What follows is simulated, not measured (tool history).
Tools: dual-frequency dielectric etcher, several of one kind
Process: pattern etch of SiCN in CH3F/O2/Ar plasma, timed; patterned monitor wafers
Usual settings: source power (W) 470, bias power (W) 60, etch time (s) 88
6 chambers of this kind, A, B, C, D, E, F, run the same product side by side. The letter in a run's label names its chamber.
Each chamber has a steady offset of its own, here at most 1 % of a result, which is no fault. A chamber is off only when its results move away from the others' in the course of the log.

run,hour,source power (W),bias power (W),etch time (s),"read-back reference wafer on the same gauge, depth_nm",mean etch depth across the wafer (nm)
1F,5.1,470,60,88,31.079,33.439
2E,11.2,470,60,88,31.139,33.119
3D,15.6,470,60,88,31.128,32.613
# hour 19.8: chamber F: wet clean of the chamber
4B,22.2,470,60,88,31.129,32.934
5A,26.7,470,60,88,31.104,32.736
6C,32.4,470,60,88,31.071,32.929
7E,39.7,470,60,88,31.115,33.03
8D,44.5,470,60,88,31.126,32.695
# hour 48.5: chamber A: wet clean of the chamber
9B,51.4,470,60,88,31.099,32.496
10A,56.1,470,60,88,31.071,32.883
11C,61.2,470,60,88,31.114,32.806
12F,64.7,470,60,88,31.104,33.394
13F,69.4,470,60,88,31.133,33.293
14A,73.7,470,60,88,31.094,32.885
15D,77.3,470,60,88,31.112,32.761
16E,83.8,470,60,88,31.129,32.828
17B,91.2,470,60,70.5,31.103,26.508
18C,98,470,60,70.5,31.076,26.206
19F,101.5,470,60,70.5,31.08,26.302
# hour 104.5: chamber E: source power generator calibrated
20C,105.7,470,60,70.5,31.075,26.368
# hour 108.3: chamber D: wet clean of the chamber
21D,111.6,470,60,70.5,31.093,26.234
22A,117.4,470,60,70.5,31.085,26.258
23B,122.9,470,60,88,31.064,32.976
24E,126.4,470,60,88,31.085,33.172
25B,130.3,470,60,88,31.081,32.714
26E,136,470,60,88,31.105,32.87
27D,142.8,470,60,88,31.103,32.898
28A,146.2,470,60,88,31.048,33.051
29C,149.5,470,60,88,31.093,32.744
30F,153.6,470,60,88,31.097,33.202
# hour 158.9: chamber B: wet clean of the chamber
31D,160,470,60,88,31.091,33.165
32E,164,470,60,88,31.111,33.079
33B,169.2,470,60,88,31.104,33.079
34C,176.5,470,60,88,31.103,32.841
35F,181.9,470,69,88,31.099,35.041
36A,189.5,470,69,88,31.094,34.464

Next, every chamber runs the same settings. What will each give?
37A,195,470,60,88,,?
37B,195,470,60,88,,?
37C,195,470,60,88,,?
37D,195,470,60,88,,?
37E,195,470,60,88,,?
37F,195,470,60,88,,?

run,mean etch depth across the wafer (nm)
37A,32.733
37B,32.734
37C,32.905
37D,32.681
37E,32.939
37F,33.479

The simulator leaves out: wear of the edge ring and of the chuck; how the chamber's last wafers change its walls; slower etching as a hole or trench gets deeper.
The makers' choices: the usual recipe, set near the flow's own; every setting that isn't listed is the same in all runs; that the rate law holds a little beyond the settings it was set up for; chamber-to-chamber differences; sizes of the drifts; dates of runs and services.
